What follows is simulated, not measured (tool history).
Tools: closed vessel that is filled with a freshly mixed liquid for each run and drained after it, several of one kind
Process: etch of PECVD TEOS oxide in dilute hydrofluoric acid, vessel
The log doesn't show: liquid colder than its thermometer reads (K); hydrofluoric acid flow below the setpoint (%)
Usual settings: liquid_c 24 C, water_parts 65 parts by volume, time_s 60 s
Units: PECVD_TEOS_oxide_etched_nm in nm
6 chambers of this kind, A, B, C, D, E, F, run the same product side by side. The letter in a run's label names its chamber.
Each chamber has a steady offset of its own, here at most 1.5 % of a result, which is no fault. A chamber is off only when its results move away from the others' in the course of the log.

| run | day | liquid_c | water_parts | time_s | hours since the thermometer was replaced | hours since the hydrofluoric acid flow meter was replaced | read-back film thickness of the PECVD TEOS oxide reference wafer, read on the same gauge (nm) | PECVD_TEOS_oxide_etched_nm |
|---|---|---|---|---|---|---|---|---|
|  | 0.238 | chamber C: thermometer replaced |
| 1D | 0.321 | 24 | 65 | 60 | 155 | 931.5 | 140.03 | 9.3886 |
| 2C | 0.638 | 24 | 65 | 60 | 9.6 | 1155.6 | 139.95 | 9.4229 |
| 3E | 0.921 | 24 | 65 | 60 | 136.7 | 621.8 | 139.98 | 9.4831 |
| 4F | 1.229 | 24 | 65 | 60 | 795.1 | 327.9 | 140 | 9.4306 |
| 5B | 1.5 | 24 | 65 | 60 | 972 | 342.5 | 140.04 | 9.4361 |
| 6A | 1.758 | 24 | 65 | 60 | 688.6 | 264.3 | 140.02 | 9.4721 |
| 7E | 2.046 | 24 | 65 | 30 | 163.7 | 648.8 | 139.97 | 4.7044 |
| 8C | 2.296 | 24 | 65 | 30 | 49.4 | 1195.4 | 140 | 4.7032 |
| 9A | 2.567 | 24 | 65 | 30 | 708 | 283.7 | 139.98 | 4.7731 |
| 10B | 2.838 | 24 | 65 | 30 | 1004.1 | 374.6 | 140 | 4.6114 |
| 11D | 2.996 | 24 | 65 | 30 | 219.2 | 995.7 | 139.98 | 4.6755 |
| 12F | 3.179 | 24 | 65 | 30 | 841.9 | 374.7 | 140.01 | 4.7115 |
| 13F | 3.446 | 24 | 65 | 60 | 848.3 | 381.1 | 140 | 9.4636 |
| 14B | 3.712 | 24 | 65 | 60 | 1025.1 | 395.6 | 139.97 | 9.3116 |
| 15E | 3.996 | 24 | 65 | 60 | 210.5 | 695.6 | 140.01 | 9.399 |
| 16D | 4.246 | 24 | 65 | 60 | 249.2 | 1025.7 | 140.01 | 9.324 |
| 17A | 4.6 | 24 | 65 | 60 | 756.8 | 332.5 | 140 | 9.4527 |
| 18C | 4.9 | 24 | 85 | 60 | 111.9 | 1257.9 | 140.02 | 6.9189 |
| 19E | 5.079 | 24 | 85 | 60 | 236.5 | 721.6 | 139.97 | 6.9555 |
| 20B | 5.3 | 24 | 85 | 60 | 1063.2 | 433.7 | 140 | 6.9643 |
| 21A | 5.558 | 24 | 85 | 60 | 779.8 | 355.5 | 140.04 | 7.0908 |
| 22C | 5.879 | 24 | 85 | 60 | 135.4 | 1281.4 | 139.97 | 6.9801 |
| 23F | 6.154 | 24 | 85 | 60 | 913.3 | 446.1 | 140.05 | 6.9366 |
| 24D | 6.512 | 24 | 65 | 60 | 303.6 | 1080.1 | 140 | 9.3844 |
| 25F | 6.842 | 24 | 65 | 60 | 929.8 | 462.6 | 139.99 | 9.3647 |
| 26B | 7.204 | 24 | 65 | 60 | 1108.9 | 479.4 | 139.98 | 9.1852 |
| 27C | 7.483 | 24 | 65 | 60 | 173.9 | 1319.9 | 140.01 | 9.2062 |
| 28E | 7.8 | 24 | 65 | 60 | 301.8 | 786.9 | 139.99 | 9.5367 |
| 29D | 8.008 | 24 | 65 | 60 | 339.5 | 1116 | 140 | 9.4995 |
| 30A | 8.321 | 24 | 65 | 60 | 846.1 | 421.8 | 139.98 | 9.3766 |
| 31C | 8.675 | 24 | 65 | 60 | 202.5 | 1348.5 | 140 | 9.2892 |
| 32B | 8.933 | 24 | 65 | 60 | 1150.4 | 520.9 | 139.99 | 8.8771 |
| 33F | 9.138 | 24 | 65 | 60 | 984.9 | 517.7 | 140 | 9.3032 |
| 34A | 9.408 | 24 | 65 | 60 | 872.2 | 447.9 | 140 | 9.3555 |
| 35E | 9.633 | 24 | 65 | 60 | 345.8 | 830.9 | 140.01 | 9.4251 |
| 36D | 9.996 | 24 | 65 | 60 | 387.2 | 1163.7 | 139.99 | 9.474 |
| 37F | 10.208 | 24 | 65 | 60 | 1010.6 | 543.4 | 139.97 | 9.3034 |
| 38C | 10.412 | 24 | 65 | 60 | 244.2 | 1390.2 | 139.99 | 9.2912 |
| 39D | 10.612 | 27.5 | 65 | 60 | 402 | 1178.5 | 139.98 | 10.777 |
| 40A | 10.917 | 27.5 | 65 | 60 | 908.4 | 484.1 | 140 | 10.74 |
| 41B | 11.158 | 27.5 | 65 | 60 | 1203.8 | 574.3 | 140.03 | 10.186 |
| 42E | 11.362 | 27.5 | 65 | 60 | 387.3 | 872.4 | 140.02 | 10.791 |
| 43F | 11.575 | 27.5 | 65 | 60 | 1043.4 | 576.2 | 140.03 | 10.721 |
| 44D | 11.9 | 27.5 | 65 | 60 | 432.9 | 1209.4 | 140 | 10.707 |

All 6 chambers run these settings next. Forecast each chamber's results:
| 45A | 12.162 | 24 | 65 | 75 |  |  |  | ? |
| 45B | 12.162 | 24 | 65 | 75 |  |  |  | ? |
| 45C | 12.162 | 24 | 65 | 75 |  |  |  | ? |
| 45D | 12.162 | 24 | 65 | 75 |  |  |  | ? |
| 45E | 12.162 | 24 | 65 | 75 |  |  |  | ? |
| 45F | 12.162 | 24 | 65 | 75 |  |  |  | ? |

| run | PECVD_TEOS_oxide_etched_nm |
|---|---|
| 45A | 11.719 |
| 45B | 10.818 |
| 45C | 11.598 |
| 45D | 11.73 |
| 45E | 12.022 |
| 45F | 11.575 |

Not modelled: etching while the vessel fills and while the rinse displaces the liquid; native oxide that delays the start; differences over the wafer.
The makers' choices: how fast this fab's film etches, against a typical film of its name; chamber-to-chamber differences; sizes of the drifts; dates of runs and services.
